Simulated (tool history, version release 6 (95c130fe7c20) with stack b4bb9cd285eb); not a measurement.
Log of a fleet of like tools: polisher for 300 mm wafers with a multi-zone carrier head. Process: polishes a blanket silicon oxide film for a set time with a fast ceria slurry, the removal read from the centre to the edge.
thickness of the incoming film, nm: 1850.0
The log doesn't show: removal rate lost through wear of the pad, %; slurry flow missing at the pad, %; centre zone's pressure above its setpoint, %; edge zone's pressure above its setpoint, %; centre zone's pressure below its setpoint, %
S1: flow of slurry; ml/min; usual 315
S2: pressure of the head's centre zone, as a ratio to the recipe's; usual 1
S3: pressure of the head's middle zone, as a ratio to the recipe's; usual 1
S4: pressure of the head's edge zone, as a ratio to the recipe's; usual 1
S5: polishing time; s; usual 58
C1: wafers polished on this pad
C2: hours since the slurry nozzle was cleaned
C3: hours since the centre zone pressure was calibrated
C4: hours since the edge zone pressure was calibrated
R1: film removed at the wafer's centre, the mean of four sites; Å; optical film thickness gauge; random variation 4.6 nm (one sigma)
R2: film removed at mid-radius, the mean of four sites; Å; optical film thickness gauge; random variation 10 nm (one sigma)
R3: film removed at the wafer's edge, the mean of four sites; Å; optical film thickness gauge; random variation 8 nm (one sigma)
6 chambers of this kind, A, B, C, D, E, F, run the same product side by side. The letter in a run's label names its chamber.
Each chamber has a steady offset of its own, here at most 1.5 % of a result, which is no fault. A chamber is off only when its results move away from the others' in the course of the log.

Run 1B, day 0.375: usual settings; C1 286; C2 318; C3 967.3; C4 648.6. Result: R1 7289.3 Å, R2 7137.4 Å, R3 7171.8 Å.
Run 2A, day 0.621: usual settings; C1 207; C2 208.6; C3 607.2; C4 59.1. Result: R1 7200.6 Å, R2 7333.4 Å, R3 7164.3 Å.
At day 0.842: chamber F: worn pad replaced by a new one.
At day 0.988: chamber E: worn pad replaced by a new one.
Run 3C, day 1.108: usual settings; C1 363; C2 235.4; C3 275.8; C4 185.1. Result: R1 7252.8 Å, R2 7154.7 Å, R3 7303.7 Å.
Run 4E, day 1.612: usual settings; C1 139; C2 470.8; C3 426.5; C4 279.6. Result: R1 7216.6 Å, R2 7062.6 Å, R3 7223.8 Å.
Run 5F, day 2.15: usual settings but S3 0.9; C1 292; C2 509; C3 478.5; C4 1236.3. Result: R1 7180 Å, R2 6654.7 Å, R3 7298.3 Å.
At day 2.454: chamber B: slurry nozzle cleaned.
Run 6D, day 2.638: usual settings but S3 0.9; C1 1063; C2 100; C3 183.7; C4 304.9. Result: R1 7273.7 Å, R2 6617.3 Å, R3 7268.6 Å.
At day 2.817: chamber A: worn pad replaced by a new one.
Run 7F, day 2.933: usual settings but S3 0.9; C1 467; C2 527.8; C3 497.3; C4 1255.1. Result: R1 7124.1 Å, R2 6691.3 Å, R3 7085.4 Å.
Run 8B, day 3.233: usual settings but S3 0.9; C1 924; C2 18.8; C3 1035.9; C4 717.2. Result: R1 7302.6 Å, R2 6551.3 Å, R3 7400.2 Å.
At day 3.438: chamber B: edge zone pressure recalibrated.
At day 3.533: chamber F: worn pad replaced by a new one.
At day 3.592: chamber C: worn pad replaced by a new one.
Run 9D, day 3.725: usual settings but S3 0.9; C1 1306; C2 126.1; C3 209.8; C4 331. Result: R1 7206.1 Å, R2 6567.3 Å, R3 7361.7 Å.
At day 4.142: chamber B: worn pad replaced by a new one.
Run 10A, day 4.233: usual settings but S3 0.9; C1 317; C2 295.3; C3 693.9; C4 145.8. Result: R1 7259.4 Å, R2 6467.7 Å, R3 7176.1 Å.
At day 4.292: chamber F: slurry nozzle cleaned.
At day 4.496: chamber B: centre zone pressure recalibrated.
Run 11E, day 4.762: usual settings but S2 0.93, S4 1.07; C1 843; C2 546.4; C3 502.1; C4 355.2. Result: R1 6640.1 Å, R2 7348.1 Å, R3 7600 Å.
At day 4.912: chamber C: slurry nozzle cleaned.
Run 12C, day 5.183: usual settings but S2 0.93, S4 1.07; C1 355; C2 6.5; C3 373.6; C4 282.9. Result: R1 6723.5 Å, R2 7278.1 Å, R3 7449.3 Å.
At day 5.383: chamber E: worn pad replaced by a new one.
Run 13A, day 5.55: usual settings but S2 0.93, S4 1.07; C1 611; C2 326.9; C3 725.5; C4 177.4. Result: R1 6690.6 Å, R2 7217.8 Å, R3 7463.4 Å.
Run 14C, day 5.804: usual settings but S2 0.93, S4 1.07; C1 494; C2 21.4; C3 388.5; C4 297.8. Result: R1 6665.5 Å, R2 7443.3 Å, R3 7367.4 Å.
Run 15B, day 6.233: usual settings but S2 0.93, S4 1.07; C1 467; C2 90.8; C3 41.7; C4 67.1. Result: R1 6689.2 Å, R2 7214.7 Å, R3 7480.1 Å.
At day 6.608: chamber F: worn pad replaced by a new one.
Run 16F, day 6.638: usual settings but S2 0.93, S4 1.07; C1 6; C2 56.3; C3 586.2; C4 1344. Result: R1 6619.7 Å, R2 7192.3 Å, R3 7504.8 Å.
At day 6.658: chamber A: worn pad replaced by a new one.
Run 17D, day 7.083: usual settings but S4 1.06; C1 2056; C2 206.7; C3 290.4; C4 411.6. Result: R1 7117.3 Å, R2 7120.7 Å, R3 7425.7 Å.
Run 18E, day 7.483: usual settings but S4 1.06; C1 470; C2 611.7; C3 567.4; C4 420.5. Result: R1 7265.7 Å, R2 7261.6 Å, R3 7439.7 Å.
At day 7.525: chamber C: worn pad replaced by a new one.
Run 19B, day 7.775: usual settings but S4 1.06; C1 812; C2 127.8; C3 78.7; C4 104.1. Result: R1 7276.4 Å, R2 7340.7 Å, R3 7511.5 Å.
Run 20F, day 8.275: usual settings but S4 1.06; C1 372; C2 95.6; C3 625.5; C4 1383.3. Result: R1 7177.8 Å, R2 7301.7 Å, R3 7554.9 Å.
Run 21D, day 8.771: usual settings but S4 1.06; C1 2433; C2 247.2; C3 330.9; C4 452.1. Result: R1 7023.2 Å, R2 7143.6 Å, R3 7186.2 Å.
At day 9.154: chamber E: slurry nozzle cleaned.
Run 22E, day 9.254: usual settings but S4 1.06; C1 865; C2 2.4; C3 609.9; C4 463. Result: R1 7269.9 Å, R2 7020.9 Å, R3 7533.5 Å.
At day 9.342: chamber F: worn pad replaced by a new one.
At day 9.704: chamber E: worn pad replaced by a new one.
Run 23C, day 9.812: usual settings but S3 1.1; C1 511; C2 117.6; C3 484.7; C4 394. Result: R1 7243.6 Å, R2 7952 Å, R3 7037.2 Å.
At day 9.938: chamber E: edge zone pressure recalibrated.
At day 10.071: chamber B: worn pad replaced by a new one.
At day 10.171: chamber A: worn pad replaced by a new one.
At day 10.175: chamber F: edge zone pressure recalibrated.
Run 24A, day 10.296: usual settings but S3 1.1; C1 28; C2 440.8; C3 839.4; C4 291.3. Result: R1 7236.8 Å, R2 8113 Å, R3 7079.2 Å.
Run 25D, day 10.679: usual settings but S3 1.1; C1 2860; C2 293; C3 376.7; C4 497.9. Result: R1 6926.9 Å, R2 7718.3 Å, R3 7022.9 Å.
At day 10.883: chamber C: worn pad replaced by a new one.
Run 26C, day 10.933: usual settings but S3 1.1; C1 11; C2 144.5; C3 511.6; C4 420.9. Result: R1 7198.7 Å, R2 7898 Å, R3 7171.9 Å.
Run 27F, day 11.4: usual settings but S3 1.1; C1 460; C2 170.6; C3 700.5; C4 29.4. Result: R1 7129.1 Å, R2 7977.9 Å, R3 7154.2 Å.
Run 28A, day 11.862: usual settings but S3 1.1; C1 378; C2 478.4; C3 877; C4 328.9. Result: R1 7255.5 Å, R2 7976.8 Å, R3 7067.7 Å.
Run 29E, day 12.246: usual settings but S4 0.93, S5 39 s; C1 568; C2 74.2; C3 681.7; C4 55.4. Result: R1 4853.9 Å, R2 4868.9 Å, R3 4660.2 Å.
Run 30B, day 12.546: usual settings but S4 0.93, S5 39 s; C1 553; C2 242.3; C3 193.2; C4 218.6. Result: R1 4872.6 Å, R2 4782.6 Å, R3 4716.8 Å.
At day 12.821: chamber F: worn pad replaced by a new one.
Run 31E, day 13.1: usual settings but S4 0.93, S5 39 s; C1 759; C2 94.7; C3 702.2; C4 75.9. Result: R1 4906.2 Å, R2 4919.1 Å, R3 4614 Å.
Run 32B, day 13.612: usual settings but S4 0.93, S5 39 s; C1 791; C2 267.9; C3 218.8; C4 244.2. Result: R1 4872.8 Å, R2 4864.6 Å, R3 4631.5 Å.
At day 13.725: chamber A: worn pad replaced by a new one.
Run 33A, day 13.95: usual settings but S4 0.93, S5 39 s; C1 50; C2 528.5; C3 927.1; C4 379. Result: R1 4800.2 Å, R2 4799.4 Å, R3 4559.1 Å.
At day 14.346: chamber C: worn pad replaced by a new one.
Run 34F, day 14.429: usual settings but S4 0.93, S5 39 s; C1 359; C2 243.3; C3 773.2; C4 102.1. Result: R1 4780.1 Å, R2 4891.3 Å, R3 4737.2 Å.
Run 35C, day 14.988: usual settings; C1 143; C2 241.8; C3 608.9; C4 518.2. Result: R1 7240.1 Å, R2 7329.2 Å, R3 7227 Å.
Run 36D, day 15.233: usual settings but S3 0.89, S4 1.09; C1 3877; C2 402.3; C3 486; C4 607.2. Result: R1 6676.4 Å, R2 6060.3 Å, R3 7244.3 Å.

Next, every chamber runs the same settings. What will each give?
Run 37A, day 15.642: usual settings. Result: R1 ?, R2 ?, R3 ?.
Run 37B, day 15.642: usual settings. Result: R1 ?, R2 ?, R3 ?.
Run 37C, day 15.642: usual settings. Result: R1 ?, R2 ?, R3 ?.
Run 37D, day 15.642: usual settings. Result: R1 ?, R2 ?, R3 ?.
Run 37E, day 15.642: usual settings. Result: R1 ?, R2 ?, R3 ?.
Run 37F, day 15.642: usual settings. Result: R1 ?, R2 ?, R3 ?.

run      R1      R2      R3
37A  7179.2  7209.1    7124
37B  7332.9  7100.7  7291.1
37C  7214.4  7282.6  7326.9
37D  6694.6  6841.7  6734.1
37E  7198.3  7233.7  7235.6
37F  7123.4  7184.9  7149.8

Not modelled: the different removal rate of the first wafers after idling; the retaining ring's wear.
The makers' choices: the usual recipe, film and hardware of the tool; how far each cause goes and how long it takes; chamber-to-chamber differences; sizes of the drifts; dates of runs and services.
